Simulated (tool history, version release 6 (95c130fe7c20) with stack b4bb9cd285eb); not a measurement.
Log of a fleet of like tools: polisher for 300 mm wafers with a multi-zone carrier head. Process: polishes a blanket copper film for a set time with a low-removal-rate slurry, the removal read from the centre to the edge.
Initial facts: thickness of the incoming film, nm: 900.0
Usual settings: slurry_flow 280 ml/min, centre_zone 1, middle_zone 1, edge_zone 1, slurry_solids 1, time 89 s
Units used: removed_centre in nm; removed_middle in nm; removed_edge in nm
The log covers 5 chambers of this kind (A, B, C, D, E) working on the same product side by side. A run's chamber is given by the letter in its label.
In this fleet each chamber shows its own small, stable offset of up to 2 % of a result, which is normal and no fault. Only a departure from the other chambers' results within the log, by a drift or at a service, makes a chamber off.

run,day,slurry_flow,centre_zone,middle_zone,edge_zone,slurry_solids,time,removed_centre,removed_middle,removed_edge
1C,0.408,280,1,1,1,1,89,130.82,131.67,132.81
# day 0.496: chamber B: worn pad replaced by a new one
# day 0.917: chamber B: slurry nozzle cleaned
2B,1.033,280,1,1,1,1,89,133.69,132.4,133.47
# day 1.05: chamber D: worn pad replaced by a new one
# day 1.096: chamber E: slurry nozzle cleaned
3E,1.4,280,1,1,1,1,89,131.76,131.14,131.42
# day 1.633: chamber C: worn pad replaced by a new one
4A,1.733,280,1,1,1,1,89,135.31,132.18,132.51
# day 1.988: chamber D: slurry nozzle cleaned
5D,2.15,280,1,1,1,1,89,133.75,133.13,133.82
6E,2.608,280,1,1,1,1,89,133.43,130.61,133.39
# day 2.662: chamber E: worn pad replaced by a new one
# day 2.862: chamber A: worn pad replaced by a new one
7A,3.121,280,1,1,1,1,89,134.25,133.78,134.96
8C,3.658,280,1,1,1,1,89,131.09,132.39,131.1
9D,3.971,280,1,1,1,1,89,131.21,133.53,131.89
# day 4.404: chamber D: worn pad replaced by a new one
10B,4.538,280,1.05,1,1.09,1,89,140.1,132.14,138.86
11A,5.104,280,1.05,1,1.09,1,89,141.41,131.68,138.08
# day 5.6: chamber C: worn pad replaced by a new one
12C,5.7,280,1.05,1,1.09,1,89,141.52,130.95,136.53
# day 5.904: chamber E: edge zone pressure recalibrated
13E,6.317,280,1.05,1,1.09,1,89,140.36,131.53,139.61
# day 6.671: chamber B: worn pad replaced by a new one
14B,6.858,280,1.05,1,1.09,1,89,137.66,133.57,140.19
# day 7.071: chamber A: worn pad replaced by a new one
15D,7.167,280,1,1,1,1,89,131.96,134.09,130.74
# day 7.204: chamber E: worn pad replaced by a new one
16E,7.45,280,1,1,1,1,89,132.34,130.71,131.22
17B,7.767,280,1,1,1,1,89,133.03,131.12,131.46
# day 7.779: chamber D: worn pad replaced by a new one
18C,8.296,280,1,1,1,1,89,131.97,133.35,132.76
19A,8.675,280,1,1,1,1,89,135.48,133.88,133.17
20D,9.158,280,1,1,1,1,89,132.22,133.28,132.9
# day 9.25: chamber C: worn pad replaced by a new one
21D,9.779,280,1,1,1,1,89,133.69,133.45,130.86
22B,10.075,280,1,1,1,1,89,133.35,129.8,132.86
# day 10.333: chamber E: centre zone pressure recalibrated
23E,10.633,280,1,1,1,1,89,121.44,133.31,131.84
# day 10.683: chamber A: worn pad replaced by a new one
# day 10.75: chamber E: worn pad replaced by a new one
24C,11.062,280,1,1,1,1,89,131.59,132.53,131.77
25A,11.6,280,1,1,1,1,89,133.68,130.62,130.97
# day 11.812: chamber D: worn pad replaced by a new one
26B,12.012,280,1,1,1,1,89,130.57,133.14,134.31
# day 12.438: chamber B: worn pad replaced by a new one
27C,12.642,280,0.92,1,1,1.2,89,123.96,137.2,135.58
28D,13.15,280,0.92,1,1,1.2,89,124.56,137.19,136.19
# day 13.462: chamber C: worn pad replaced by a new one
29E,13.633,280,0.92,1,1,1.2,89,113.01,137.34,137.29
30A,13.996,280,0.92,1,1,1.2,89,125.66,137.06,137.56
31B,14.588,280,0.92,1,1,1.2,89,127.81,139.09,138.42
# day 14.729: chamber E: worn pad replaced by a new one
# day 14.821: chamber A: worn pad replaced by a new one
# day 14.938: chamber D: centre zone pressure recalibrated
# day 14.979: chamber A: slurry nozzle cleaned
32A,15.192,280,1,1,1,1,89,135.23,130.86,133.41
# day 15.346: chamber B: centre zone pressure recalibrated
# day 15.65: chamber D: worn pad replaced by a new one
33D,15.675,280,1,1,1,1,112,168.79,164.58,165.5
34E,16.283,280,1,1,1,1,112,150.13,163.81,165.03
# day 16.7: chamber B: slurry nozzle cleaned
35C,16.762,280,1,1,1,1,112,162.61,165.79,167.19
36B,17.1,280,1,1,1,1,112,165.41,167.68,167.56
37D,17.5,280,1,1,1,1,112,164.59,163.93,167.15

Which is it: a chamber that has drifted or been left off by a service, a gauge drift common to all chambers, or only each chamber's usual small offset? If a chamber is off, name it and its likeliest cause.

Chamber E has stood off from the others ever since a service on it.
Likeliest cause: centre zone's pressure below its setpoint, % = 7.97.

Here are 4 candidates for chamber E's next run, each the usual settings with a change, their results left as question marks. Which one brings its results back in line with what the others give on the usual settings?
Allowed miss from the other chambers' usual-settings mean, per result, to count as in line: removed_centre 5 nm; removed_middle 4.1 nm; removed_edge 4.6 nm
38E-1,17.962,290,1.13,0.98,0.95,1,91,?,?,?
38E-2,17.962,285,1.07,0.99,0.97,1,90,?,?,?
38E-3,17.962,270,0.88,1.01,1.05,1,87,?,?,?
38E-4,17.962,275,0.93,1.01,1.03,1,88,?,?,?

The mean the other chambers reach with the usual settings: removed_centre 132.01 nm; removed_middle 131.85 nm; removed_edge 132.18 nm
run,removed_centre,removed_middle,removed_edge
38E-1,140.52,132.41,133
38E-2,130.67,131.99,132.77
38E-3,101.1,129.33,133.25
38E-4,109.01,131.06,133.59
The answer is 38E-2, which returns the chamber to within the allowed miss of the others.

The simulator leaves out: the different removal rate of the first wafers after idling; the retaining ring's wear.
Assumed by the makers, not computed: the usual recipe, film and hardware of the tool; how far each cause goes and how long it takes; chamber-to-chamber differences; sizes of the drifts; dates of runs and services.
